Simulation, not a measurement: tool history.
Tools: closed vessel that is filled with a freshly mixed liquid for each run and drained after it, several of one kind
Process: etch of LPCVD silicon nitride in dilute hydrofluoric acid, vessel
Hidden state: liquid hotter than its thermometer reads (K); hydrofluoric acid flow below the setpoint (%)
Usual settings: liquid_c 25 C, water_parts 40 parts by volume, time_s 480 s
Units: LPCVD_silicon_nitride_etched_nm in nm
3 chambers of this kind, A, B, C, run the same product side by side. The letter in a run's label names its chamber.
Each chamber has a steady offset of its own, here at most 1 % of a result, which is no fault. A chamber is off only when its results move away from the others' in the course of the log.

run	day	liquid_c	water_parts	time_s	hours since the thermometer was replaced	hours since the hydrofluoric acid flow meter was replaced	read-back film thickness of the LPCVD silicon nitride reference wafer, read on the same gauge (nm)	LPCVD_silicon_nitride_etched_nm
1A	0.154	25	40	480	2143.7	147.0	100.010	5.8793
2B	0.358	25	40	480	762.5	773.8	100.010	5.8402
3C	0.571	25	40	480	107.0	791.7	99.955	5.9058
4C	0.779	25	40	480	112.0	796.7	99.991	5.8740
5A	0.904	25	40	480	2161.7	165.0	100.030	5.9121
6B	1.008	25	40	480	778.1	789.4	100.020	5.8821
# day 1.012: chamber A: thermometer replaced
7A	1.142	25	40	480	3.2	170.7	99.993	5.8953
8B	1.333	22	60	480	785.9	797.2	99.960	3.2172
9C	1.442	22	60	480	127.9	812.6	100.020	3.2341
10A	1.608	22	60	480	14.4	181.9	100.000	3.2073
11B	1.742	25	40	480	795.7	807.0	100.020	5.8073
12C	1.925	25	40	480	139.5	824.2	99.994	5.8365
13B	2.071	25	40	610	803.6	814.9	100.040	7.3810
14C	2.179	25	40	610	145.6	830.3	99.972	7.3017
15A	2.367	25	40	610	32.6	200.1	100.020	7.4499
16C	2.571	25	40	480	155.0	839.7	100.020	5.6686
17B	2.688	25	40	480	818.4	829.7	99.981	5.8840
18A	2.808	25	40	480	43.2	210.7	100.010	5.8824
19C	2.971	25	40	480	164.6	849.3	100.000	5.6404
20A	3.125	25	40	480	50.8	218.3	100.000	5.9027
21B	3.329	27	40	610	833.8	845.1	100.020	8.4712

All 3 chambers run these settings next. Forecast each chamber's results:
22A	3.483	25	40	480				?
22B	3.483	25	40	480				?
22C	3.483	25	40	480				?

run	LPCVD_silicon_nitride_etched_nm
22A	5.8450
22B	5.8395
22C	5.5490
